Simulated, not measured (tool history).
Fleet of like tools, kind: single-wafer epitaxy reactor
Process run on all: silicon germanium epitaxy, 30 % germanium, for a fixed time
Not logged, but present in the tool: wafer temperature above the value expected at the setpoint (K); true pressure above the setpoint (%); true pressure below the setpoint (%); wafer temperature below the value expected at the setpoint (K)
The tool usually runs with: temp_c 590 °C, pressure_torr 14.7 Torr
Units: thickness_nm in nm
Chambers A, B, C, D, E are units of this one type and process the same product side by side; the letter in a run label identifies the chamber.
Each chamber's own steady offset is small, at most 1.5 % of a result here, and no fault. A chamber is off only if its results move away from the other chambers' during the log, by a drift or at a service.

run,hour,temp_c,pressure_torr,hours since the last pyrometer calibration,hours since the last manometer calibration,"read-back reference wafer on the same gauge, thickness_nm",thickness_nm
1B,6.6,590,14.7,938.7,718.8,41.389,42.849
2E,15.5,590,14.7,903.4,1508.9,41.412,43.156
3C,25.2,590,14.7,396.2,485.0,41.415,43.284
4D,34.0,590,14.7,553.3,933.3,41.412,43.449
5A,44.6,590,14.7,631.6,1249.5,41.428,43.274
6C,52.6,590,14.7,423.6,512.4,41.433,43.337
7E,60.5,590,14.7,948.4,1553.9,41.385,43.608
8A,68.2,590,14.7,655.2,1273.1,41.477,43.294
9D,76.6,590,14.7,595.9,975.9,41.391,42.709
10B,83.7,590,14.7,1015.8,795.9,41.377,43.172
11E,91.2,590,14.7,979.1,1584.6,41.457,43.378
12D,100.1,590,14.7,619.4,999.4,41.367,43.003
13B,111.0,590,14.7,1043.1,823.2,41.337,42.558
14A,120.4,590,14.7,707.4,1325.3,41.369,43.090
15C,129.5,590,14.7,500.5,589.3,41.379,43.025
16E,139.8,590,14.7,1027.7,1633.2,41.370,43.589
17B,149.1,590,14.7,1081.2,861.3,41.471,42.764
18D,157.6,590,14.7,676.9,1056.9,41.397,43.066
19C,162.7,590,14.7,533.7,622.5,41.495,43.419
20A,170.3,590,14.7,757.3,1375.2,41.335,43.237
21B,176.8,598,16.7,1108.9,889.0,41.423,51.523
22E,183.7,598,16.7,1071.6,1677.1,41.461,52.752
23A,190.6,598,16.7,777.6,1395.5,41.384,53.249
24C,195.9,598,16.7,566.9,655.7,41.434,53.954
25D,200.7,598,16.7,720.0,1100.0,41.414,52.785
26A,206.4,590,14.7,793.4,1411.3,41.366,43.504
27B,212.2,590,14.7,1144.3,924.4,41.393,42.704
28C,218.7,590,14.7,589.7,678.5,41.395,44.363
29E,227.7,590,14.7,1115.6,1721.1,41.363,43.674
30D,236.8,590,14.7,756.1,1136.1,41.354,43.189
31E,242.3,590,14.7,1130.2,1735.7,41.428,42.926
32D,247.9,590,14.7,767.2,1147.2,41.364,42.730
33B,258.3,590,14.7,1190.4,970.5,41.329,42.496
34C,265.3,590,14.7,636.3,725.1,41.376,44.803
35A,276.1,590,14.7,863.1,1481.0,41.412,43.438
36D,281.1,590,14.7,800.4,1180.4,41.414,43.326
37E,289.0,590,14.7,1176.9,1782.4,41.448,43.788
38A,299.0,590,14.7,886.0,1503.9,41.463,43.163
39C,308.6,590,14.7,679.6,768.4,41.379,45.693
40B,317.9,590,14.7,1250.0,1030.1,41.437,42.790
41D,326.2,590,14.7,845.5,1225.5,41.451,43.167
42E,334.3,590,14.7,1222.2,1827.7,41.374,43.543
43A,345.0,590,14.7,932.0,1549.9,41.347,42.902

Each of the 5 chambers runs these same settings next. Fill in every chamber's results:
44A,353.0,585,14.7,,,,?
44B,353.0,585,14.7,,,,?
44C,353.0,585,14.7,,,,?
44D,353.0,585,14.7,,,,?
44E,353.0,585,14.7,,,,?

run,thickness_nm
44A,39.222
44B,39.318
44C,42.477
44D,39.102
44E,39.512
